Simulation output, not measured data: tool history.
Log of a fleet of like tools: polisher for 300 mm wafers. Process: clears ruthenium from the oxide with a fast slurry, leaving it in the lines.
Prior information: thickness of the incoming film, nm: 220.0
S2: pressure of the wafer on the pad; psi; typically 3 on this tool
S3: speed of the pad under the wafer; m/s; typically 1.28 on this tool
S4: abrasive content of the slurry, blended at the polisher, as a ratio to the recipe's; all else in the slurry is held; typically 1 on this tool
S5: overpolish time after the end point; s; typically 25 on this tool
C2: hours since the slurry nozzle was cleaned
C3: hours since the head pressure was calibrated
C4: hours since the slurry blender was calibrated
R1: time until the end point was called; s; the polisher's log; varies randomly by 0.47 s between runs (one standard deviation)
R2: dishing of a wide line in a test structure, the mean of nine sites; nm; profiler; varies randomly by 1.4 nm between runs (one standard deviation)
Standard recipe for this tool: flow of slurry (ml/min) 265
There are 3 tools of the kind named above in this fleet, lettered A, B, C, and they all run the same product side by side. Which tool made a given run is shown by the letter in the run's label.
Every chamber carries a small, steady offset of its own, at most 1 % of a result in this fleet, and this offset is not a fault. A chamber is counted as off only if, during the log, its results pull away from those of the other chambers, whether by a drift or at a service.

-- hour=0.4 chamber B: worn pad replaced by a new one
-- hour=6.5 chamber C: head pressure recalibrated
run 1B hour=6.9 | flow_of_slurry_(ml/min)=265 S2=3 S3=1.28 S4=1 S5=25 | wafers_polished_on_this_pad=90 C2=200.3 C3=427.3 C4=59.2 | R1=39.899 R2=59.802
run 2A hour=13.8 | flow_of_slurry_(ml/min)=265 S2=3 S3=1.28 S4=1 S5=25 | wafers_polished_on_this_pad=1547 C2=147.1 C3=396.6 C4=15.4 | R1=39.806 R2=60.176
run 3C hour=18.2 | flow_of_slurry_(ml/min)=265 S2=3 S3=1.28 S4=1 S5=25 | wafers_polished_on_this_pad=715 C2=177.8 C3=11.8 C4=135.4 | R1=40.381 R2=59.966
-- hour=20.8 chamber A: worn pad replaced by a new one
run 4B hour=26 | flow_of_slurry_(ml/min)=265 S2=3 S3=1.28 S4=1 S5=25 | wafers_polished_on_this_pad=354 C2=219.4 C3=446.4 C4=78.3 | R1=39.529 R2=59.761
run 5C hour=32.3 | flow_of_slurry_(ml/min)=265 S2=3 S3=1.28 S4=1 S5=25 | wafers_polished_on_this_pad=910 C2=191.9 C3=25.9 C4=149.5 | R1=40.796 R2=58.842
-- hour=38.8 chamber C: worn pad replaced by a new one
run 6A hour=39.7 | flow_of_slurry_(ml/min)=265 S2=3 S3=1.28 S4=1 S5=25 | wafers_polished_on_this_pad=262 C2=173 C3=422.5 C4=41.3 | R1=39.056 R2=57.132
run 7C hour=47.9 | flow_of_slurry_(ml/min)=265 S2=3 S3=1.28 S4=1 S5=25 | wafers_polished_on_this_pad=126 C2=207.5 C3=41.5 C4=165.1 | R1=40.319 R2=58.974
run 8B hour=54.7 | flow_of_slurry_(ml/min)=265 S2=3 S3=1.66 S4=1 S5=14 | wafers_polished_on_this_pad=751 C2=248.1 C3=475.1 C4=107 | R1=31.539 R2=50.416
run 9A hour=59.3 | flow_of_slurry_(ml/min)=265 S2=3 S3=1.66 S4=1 S5=14 | wafers_polished_on_this_pad=533 C2=192.6 C3=442.1 C4=60.9 | R1=31.782 R2=50.376
run 10A hour=65.6 | flow_of_slurry_(ml/min)=265 S2=3 S3=1.66 S4=1 S5=14 | wafers_polished_on_this_pad=621 C2=198.9 C3=448.4 C4=67.2 | R1=31.283 R2=51.528
run 11B hour=71.2 | flow_of_slurry_(ml/min)=265 S2=3.7 S3=1.28 S4=1 S5=25 | wafers_polished_on_this_pad=979 C2=264.6 C3=491.6 C4=123.5 | R1=32.433 R2=63.547
run 12C hour=75.4 | flow_of_slurry_(ml/min)=265 S2=3.7 S3=1.28 S4=1 S5=25 | wafers_polished_on_this_pad=507 C2=235 C3=69 C4=192.6 | R1=32.602 R2=65.747
-- hour=80.4 chamber A: slurry nozzle cleaned
run 13A hour=83.4 | flow_of_slurry_(ml/min)=265 S2=3.7 S3=1.28 S4=1 S5=25 | wafers_polished_on_this_pad=867 C2=3.1 C3=466.2 C4=85 | R1=33.72 R2=61.484
run 14C hour=88.6 | flow_of_slurry_(ml/min)=265 S2=3 S3=1.28 S4=1 S5=25 | wafers_polished_on_this_pad=689 C2=248.2 C3=82.2 C4=205.8 | R1=40.984 R2=62.333
run 15B hour=95 | flow_of_slurry_(ml/min)=265 S2=3 S3=1.28 S4=1 S5=25 | wafers_polished_on_this_pad=1309 C2=288.4 C3=515.4 C4=147.3 | R1=39.032 R2=59.037
-- hour=97.2 chamber B: worn pad replaced by a new one
-- hour=101.8 chamber B: slurry blender recalibrated
run 16A hour=102.9 | flow_of_slurry_(ml/min)=265 S2=3 S3=1.28 S4=1 S5=25 | wafers_polished_on_this_pad=1137 C2=22.6 C3=485.7 C4=104.5 | R1=42.409 R2=55.094
run 17C hour=109.2 | flow_of_slurry_(ml/min)=265 S2=3 S3=1.28 S4=1 S5=25 | wafers_polished_on_this_pad=974 C2=268.8 C3=102.8 C4=226.4 | R1=39.901 R2=61.811
run 18B hour=116.9 | flow_of_slurry_(ml/min)=265 S2=2.2 S3=1.28 S4=0.75 S5=25 | wafers_polished_on_this_pad=273 C2=310.3 C3=537.3 C4=15.1 | R1=62.214 R2=47.135
-- hour=117.1 chamber B: head pressure recalibrated
-- hour=118.7 chamber C: worn pad replaced by a new one
run 19B hour=123.1 | flow_of_slurry_(ml/min)=265 S2=2.2 S3=1.28 S4=0.75 S5=25 | wafers_polished_on_this_pad=359 C2=316.5 C3=6 C4=21.3 | R1=62.558 R2=48.177
run 20C hour=132.4 | flow_of_slurry_(ml/min)=265 S2=2.2 S3=1.28 S4=0.75 S5=25 | wafers_polished_on_this_pad=189 C2=292 C3=126 C4=249.6 | R1=63.376 R2=47.751
-- hour=132.6 chamber A: worn pad replaced by a new one
run 21A hour=137.7 | flow_of_slurry_(ml/min)=265 S2=3 S3=1.28 S4=1 S5=25 | wafers_polished_on_this_pad=71 C2=57.4 C3=520.5 C4=139.3 | R1=44.093 R2=55.687

Next, all 3 chambers run the settings below, one line each with question marks for the results. What does each chamber give?
run 22A hour=144.7 | flow_of_slurry_(ml/min)=265 S2=3 S3=1.28 S4=0.75 S5=25 | R1=? R2=?
run 22B hour=144.7 | flow_of_slurry_(ml/min)=265 S2=3 S3=1.28 S4=0.75 S5=25 | R1=? R2=?
run 22C hour=144.7 | flow_of_slurry_(ml/min)=265 S2=3 S3=1.28 S4=0.75 S5=25 | R1=? R2=?

run=22A R1=52.641 R2=52.083
run=22B R1=46.863 R2=59.818
run=22C R1=45.718 R2=57.345
